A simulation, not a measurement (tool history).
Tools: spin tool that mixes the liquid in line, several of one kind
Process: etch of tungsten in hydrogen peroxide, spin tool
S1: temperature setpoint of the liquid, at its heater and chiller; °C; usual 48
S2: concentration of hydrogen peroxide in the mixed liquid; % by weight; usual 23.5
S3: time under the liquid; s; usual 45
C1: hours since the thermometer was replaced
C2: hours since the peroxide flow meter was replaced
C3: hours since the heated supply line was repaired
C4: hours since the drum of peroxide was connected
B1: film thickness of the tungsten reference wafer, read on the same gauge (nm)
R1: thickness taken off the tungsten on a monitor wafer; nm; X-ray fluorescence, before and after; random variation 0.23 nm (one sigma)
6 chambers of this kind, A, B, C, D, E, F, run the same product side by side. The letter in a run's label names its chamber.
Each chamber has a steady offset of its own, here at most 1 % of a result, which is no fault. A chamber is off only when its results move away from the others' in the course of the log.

run,day,S1,S2,S3,C1,C2,C3,C4,B1,R1
1B,0.2,48,23.5,45,1469.2,1741.4,1620.7,191.1,150.01,45.641
2F,0.392,48,23.5,45,1100.4,1383.6,53,11.5,149.99,44.978
3C,0.654,48,23.5,45,80.9,139.8,2335.6,236.2,150.02,45.507
4E,0.967,48,23.5,45,1799.4,508.8,257.7,337.2,150,45.389
5D,1.154,48,23.5,45,236.5,1082.8,2657.6,644,150,45.046
6A,1.304,48,23.5,45,951.7,363.3,1284.5,1217,149.99,45.459
7D,1.608,48,23.5,45,247.4,1093.7,2668.5,654.9,149.99,45.491
8C,1.888,40,23.5,45,110.5,169.4,2365.2,265.8,149.98,27.413
9E,2.112,40,23.5,45,1826.9,536.3,285.2,364.7,150,27.792
10B,2.371,40,23.5,45,1521.3,1793.5,1672.8,243.2,150.02,27.281
11F,2.658,40,23.5,45,1154.8,1438,107.4,65.9,150.02,27.624
12A,2.858,40,23.5,45,989,400.6,1321.8,1254.3,149.97,27.245
13B,3.029,40,23.5,45,1537.1,1809.3,1688.6,259,150.01,27.443
14A,3.329,48,23.5,45,1000.3,411.9,1333.1,1265.6,150,45.346
15C,3.508,48,23.5,45,149.4,208.3,2404.1,304.7,150,45.717
16F,3.754,48,26,55,1181.1,1464.3,133.7,92.2,149.99,57.794
17E,4.033,48,26,55,1873,582.4,331.3,410.8,149.97,58.838
18D,4.221,48,26,55,310.1,1156.4,2731.2,717.6,149.98,57.934
# day 4.304: chamber D: heated supply line repaired
19C,4.479,48,26,55,172.7,231.6,2427.4,328,150,58.618
20F,4.662,48,26,55,1202.9,1486.1,155.5,114,149.97,57.826
21E,4.867,48,26,55,1893,602.4,351.3,430.8,149.97,58.572
22B,5.121,48,23.5,45,1587.3,1859.5,1738.8,309.2,150,45.382
23A,5.321,48,23.5,45,1048.1,459.7,1380.9,1313.4,150.02,45.727
24D,5.538,48,23.5,45,341.7,1188,29.7,749.2,150,45.285
25D,5.85,48,23.5,45,349.2,1195.5,37.2,756.7,150.01,44.731
# day 6.054: chamber A: new drum of peroxide connected
26A,6.129,51.5,23.5,65,1067.5,479.1,1400.3,1.9,150,80.775
27E,6.35,51.5,23.5,65,1928.6,638,386.9,466.4,149.99,81.923
28C,6.65,51.5,23.5,65,224.8,283.7,2479.5,380.1,149.98,80.906
29B,6.912,51.5,23.5,65,1630.3,1902.5,1781.8,352.2,149.98,81.823
30F,7.192,51.5,23.5,65,1263.6,1546.8,216.2,174.7,149.99,79.854
31C,7.417,51.5,23.5,65,243.2,302.1,2497.9,398.5,150,81.916
# day 7.538: chamber C: heated supply line repaired
32F,7.6,48,23.5,45,1273.4,1556.6,226,184.5,150.02,45.199
33E,7.879,55,23.5,35,1965.3,674.7,423.6,503.1,149.99,54.161
34A,8.129,55,23.5,35,1115.5,527.1,1448.3,49.9,150.03,54.044
35D,8.358,55,23.5,35,409.4,1255.7,97.4,816.9,150,52.944
36B,8.567,55,23.5,35,1670,1942.2,1821.5,391.9,150,54.855
37A,8.754,55,23.5,35,1130.5,542.1,1463.3,64.9,150.01,54.725
38D,9,55,23.5,35,424.8,1271.1,112.8,832.3,150.01,53.505
39E,9.304,48,23.5,45,1999.5,708.9,457.8,537.3,150.01,45.737
40F,9.525,48,23.5,45,1319.6,1602.8,272.2,230.7,150,45.369
41B,9.717,48,23.5,45,1697.6,1969.8,1849.1,419.5,150,45.518
42C,9.992,48,23.5,45,305,363.9,59,460.3,150,45.109

All 6 chambers run these settings next. Forecast each chamber's results:
43A,10.229,48,23.5,45,,,,,,?
43B,10.229,48,23.5,45,,,,,,?
43C,10.229,48,23.5,45,,,,,,?
43D,10.229,48,23.5,45,,,,,,?
43E,10.229,48,23.5,45,,,,,,?
43F,10.229,48,23.5,45,,,,,,?

run,R1
43A,45.15
43B,45.355
43C,45.554
43D,45.468
43E,45.125
43F,45.337

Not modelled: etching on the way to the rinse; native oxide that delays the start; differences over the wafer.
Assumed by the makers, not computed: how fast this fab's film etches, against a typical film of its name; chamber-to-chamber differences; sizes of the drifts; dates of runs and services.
